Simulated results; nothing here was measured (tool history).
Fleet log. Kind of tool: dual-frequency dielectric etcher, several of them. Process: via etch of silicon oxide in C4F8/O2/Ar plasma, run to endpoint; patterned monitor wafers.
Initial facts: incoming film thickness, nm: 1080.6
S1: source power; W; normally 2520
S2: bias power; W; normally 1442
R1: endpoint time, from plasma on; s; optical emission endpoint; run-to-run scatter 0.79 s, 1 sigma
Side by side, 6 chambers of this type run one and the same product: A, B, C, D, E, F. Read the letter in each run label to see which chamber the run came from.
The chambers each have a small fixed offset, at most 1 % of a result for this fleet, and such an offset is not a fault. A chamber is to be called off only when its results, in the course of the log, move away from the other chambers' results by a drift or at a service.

run	hour	S1	S2	R1
1E	2.9	2520	1442	210.99
2C	6.4	2520	1442	212.66
3A	8.8	2520	1442	211.36
4D	11.8	2520	1442	211.63
5F	15.8	1970	1220	245.87
6B	18.8	1970	1220	243.94
7C	23.0	1970	1220	246.62
8E	26.9	1970	1220	244.24
9A	31.6	1970	1220	244.03
10B	34.0	1970	1220	243.29
11F	37.4	1960	1442	236.29
12D	42.5	1960	1442	234.43
13C	44.8	1960	1442	236.90
14B	49.2	1960	1442	235.62
15A	53.5	1960	1442	233.76
16F	58.5	1960	1442	236.11
17E	63.5	2520	1442	209.87
18D	66.0	2520	1630	205.68
19C	69.7	2520	1630	205.80
20A	72.7	2520	1630	204.58
# hour 73.6: chamber D: wet clean of the chamber
21F	75.4	2520	1630	206.65
22E	80.3	2520	1630	204.13
23B	83.3	2520	1630	207.75
24D	87.7	2520	1442	211.04
25A	90.6	2520	1442	211.47
26F	95.3	2520	1442	212.91
27C	99.4	2520	1442	214.07
28B	104.1	2520	1442	214.09
29D	107.0	2520	1442	211.63
30E	110.2	2520	1280	217.22
31A	113.0	2520	1280	216.59
32F	116.7	2520	1280	220.70
33E	120.5	2520	1280	217.51
34B	125.7	2520	1280	224.50
35C	129.7	2520	1280	221.08
36D	133.1	3010	1646	190.25
37B	138.1	3010	1646	195.15
38C	141.3	3010	1646	191.92
39A	145.8	3010	1646	191.07
40E	150.8	3010	1646	190.09

Predict what each chamber gives when all 6 of them run the settings below next.
41A	154.5	1940	1442	?
41B	154.5	1940	1442	?
41C	154.5	1940	1442	?
41D	154.5	1940	1442	?
41E	154.5	1940	1442	?
41F	154.5	1940	1442	?

run	R1
41A	235.13
41B	242.59
41C	237.82
41D	237.76
41E	234.10
41F	236.53
